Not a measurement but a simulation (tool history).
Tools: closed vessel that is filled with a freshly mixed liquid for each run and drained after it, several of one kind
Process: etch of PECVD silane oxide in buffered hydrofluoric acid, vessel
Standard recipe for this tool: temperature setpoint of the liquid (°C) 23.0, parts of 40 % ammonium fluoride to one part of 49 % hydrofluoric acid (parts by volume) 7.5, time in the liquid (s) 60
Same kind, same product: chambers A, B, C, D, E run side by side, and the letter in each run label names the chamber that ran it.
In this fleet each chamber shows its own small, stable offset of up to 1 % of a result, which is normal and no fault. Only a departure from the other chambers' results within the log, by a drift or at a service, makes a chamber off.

run,hour,temperature setpoint of the liquid (°C),parts of 40 % ammonium fluoride to one part of 49 % hydrofluoric acid (parts by volume),time in the liquid (s),"read-back film thickness of the PECVD silane oxide reference wafer, read on the same gauge (nm)",thickness taken off the PECVD silane oxide on a monitor wafer (nm)
1A,6.1,23.0,7.5,60,69.956,149.37
2E,9.7,23.0,7.5,60,69.997,151.15
3D,16.3,23.0,7.5,60,69.982,150.71
4C,21.6,23.0,7.5,60,69.990,151.63
5B,28.1,23.0,7.5,60,69.995,151.91
6D,32.9,23.0,7.5,60,70.007,149.34
7E,36.6,23.0,6.0,45,69.971,138.39
8C,41.9,23.0,6.0,45,69.976,137.96
9B,48.8,23.0,6.0,45,69.984,140.25
10A,55.9,23.0,6.0,45,70.019,140.92
11D,62.5,23.0,6.0,45,69.981,136.71
12A,67.9,23.0,7.5,60,70.010,153.40
13B,74.6,23.0,7.5,60,69.958,152.35
14E,82.6,23.0,7.5,60,70.025,149.32
15C,87.2,23.0,7.5,60,70.007,151.59
16B,93.0,27.5,7.5,60,69.966,192.16
17E,97.2,27.5,7.5,60,69.988,190.47
18A,104.8,27.5,7.5,60,69.982,196.61
19D,109.8,27.5,7.5,60,69.955,189.84
20C,116.0,27.5,7.5,60,70.033,192.11
21D,122.6,27.5,7.5,60,70.011,187.42
22A,126.5,27.5,7.5,60,69.986,196.17
23C,133.2,27.5,7.5,60,70.011,193.57
24B,138.2,27.5,7.5,60,70.026,194.09
25E,144.4,27.5,7.5,60,70.012,191.84
26A,149.5,23.0,7.5,60,70.037,156.82
27D,156.9,23.0,7.5,60,69.988,148.80
28C,162.7,23.0,7.5,60,69.973,150.51
29B,168.1,23.0,7.5,60,69.993,151.21
30E,172.7,23.0,7.5,60,70.005,152.11
31C,177.8,23.0,7.5,60,70.048,150.06
32A,183.6,23.0,7.5,60,70.003,155.38
33B,188.0,23.0,7.5,60,69.997,154.46
34D,191.8,23.0,7.5,60,69.975,148.83
35E,198.4,23.0,5.5,45,69.991,150.42
# hour 200.9: chamber B: hydrofluoric acid flow meter replaced
36B,203.2,23.0,5.5,45,69.984,152.22
37D,207.5,23.0,5.5,45,70.008,149.13
38E,212.1,23.0,5.5,45,69.996,147.35
39C,218.8,23.0,5.5,45,69.988,148.79
40A,223.5,23.0,7.5,60,69.999,156.77
41A,228.8,23.0,7.5,60,69.999,158.31
# hour 233.4: chamber D: thermometer replaced
42D,236.9,23.0,7.5,60,69.983,149.95
43B,243.8,23.0,7.5,60,70.030,150.93
44E,247.5,23.0,7.5,60,70.008,149.86

The same settings go to every chamber for the next run, one line per chamber below. Forecast the results for each:
45A,253.3,23.0,6.0,60,,?
45B,253.3,23.0,6.0,60,,?
45C,253.3,23.0,6.0,60,,?
45D,253.3,23.0,6.0,60,,?
45E,253.3,23.0,6.0,60,,?

run,thickness taken off the PECVD silane oxide on a monitor wafer (nm)
45A,195.71
45B,189.30
45C,185.64
45D,184.17
45E,184.98
